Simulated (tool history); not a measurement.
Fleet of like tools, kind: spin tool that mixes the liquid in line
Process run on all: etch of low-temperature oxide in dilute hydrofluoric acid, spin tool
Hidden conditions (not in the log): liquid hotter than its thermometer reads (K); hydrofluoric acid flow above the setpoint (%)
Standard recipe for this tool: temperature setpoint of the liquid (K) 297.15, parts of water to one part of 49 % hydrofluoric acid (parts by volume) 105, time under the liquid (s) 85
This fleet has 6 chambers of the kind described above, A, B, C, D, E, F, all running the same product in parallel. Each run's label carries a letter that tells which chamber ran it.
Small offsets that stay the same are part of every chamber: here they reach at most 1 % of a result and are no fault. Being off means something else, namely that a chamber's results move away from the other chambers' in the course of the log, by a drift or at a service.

run	day	temperature setpoint of the liquid (K)	parts of water to one part of 49 % hydrofluoric acid (parts by volume)	time under the liquid (s)	hours since the thermometer was replaced	hours since the hydrofluoric acid flow meter was replaced	read-back film thickness of the low-temperature oxide reference wafer, read on the same gauge (nm)	thickness taken off the low-temperature oxide on a monitor wafer (Å)
1E	0.35	297.15	105	85	1275.8	1483.1	99.982	94.285
2F	0.729	297.15	105	85	1785	385.7	100.02	93.597
3A	1.088	297.15	105	85	1090.1	516.9	99.989	94.451
4C	1.458	297.15	105	85	409.3	824.9	100.01	93.907
5B	1.904	297.15	105	85	845	834.1	100.01	96.531
6D	2.133	297.15	105	85	804.3	604.1	100.02	96.131
7F	2.404	297.15	105	85	1825.2	425.9	100	94.148
8D	2.658	297.15	105	85	816.9	616.7	100.01	95.415
9A	2.892	297.15	105	85	1133.4	560.2	100.02	94.626
10E	3.258	294.65	105	120	1345.6	1552.9	100.02	120.83
11C	3.7	294.65	105	120	463.1	878.7	99.993	121.17
12B	3.954	294.65	105	120	894.2	883.3	99.989	122.81
13E	4.154	294.65	105	120	1367.1	1574.4	100.01	120.03
14B	4.488	294.65	105	120	907	896.1	100.02	120.8
15A	4.696	294.65	105	120	1176.7	603.5	99.992	120.58
# day 4.808: chamber A: hydrofluoric acid flow meter replaced
16F	5.138	297.15	105	85	1890.8	491.5	99.987	93.314
17C	5.562	297.15	105	85	507.8	923.4	100	94.304
# day 5.829: chamber B: hydrofluoric acid flow meter replaced
18D	5.954	297.15	105	85	896	695.8	100	95.324
19F	6.279	297.15	105	85	1918.2	518.9	100	93.162
20C	6.646	297.15	105	85	533.8	949.4	100.02	94.131
21A	6.975	297.15	105	85	1231.4	52	99.999	96.456
22D	7.292	297.15	105	85	928.1	727.9	99.993	95.883
23B	7.654	297.15	105	85	983	43.9	99.987	95.918
24E	8.075	297.15	105	85	1461.2	1668.5	100.01	95.535
25A	8.312	297.15	105	85	1263.5	84.1	99.988	94.043
26F	8.6	297.15	105	85	1973.9	574.6	100	93.135
27B	8.908	297.15	105	85	1013.1	74	99.989	94.594
28C	9.317	297.15	105	85	597.9	1013.5	99.985	95.103
29E	9.592	297.15	105	85	1497.6	1704.9	100	95.463
30D	9.817	297.15	105	85	988.7	788.5	100.02	96.158
31D	10.033	297.15	105	85	993.9	793.7	99.993	96.012
32B	10.417	297.15	105	85	1049.3	110.2	99.999	95.761
# day 10.633: chamber C: hydrofluoric acid flow meter replaced
33A	10.679	297.15	105	85	1320.3	140.9	99.994	94.87
34C	11.012	297.15	105	85	638.6	9.2	100.02	93.179
35E	11.433	297.15	105	85	1541.8	1749.1	100.01	94.928
36F	11.654	297.15	105	85	2047.2	647.9	100.01	95.208

All 6 chambers run these settings next. Forecast each chamber's results:
37A	11.988	293.15	105	85				?
37B	11.988	293.15	105	85				?
37C	11.988	293.15	105	85				?
37D	11.988	293.15	105	85				?
37E	11.988	293.15	105	85				?
37F	11.988	293.15	105	85				?

run	thickness taken off the low-temperature oxide on a monitor wafer (Å)
37A	80.662
37B	81.846
37C	80.633
37D	82.781
37E	81.128
37F	79.854

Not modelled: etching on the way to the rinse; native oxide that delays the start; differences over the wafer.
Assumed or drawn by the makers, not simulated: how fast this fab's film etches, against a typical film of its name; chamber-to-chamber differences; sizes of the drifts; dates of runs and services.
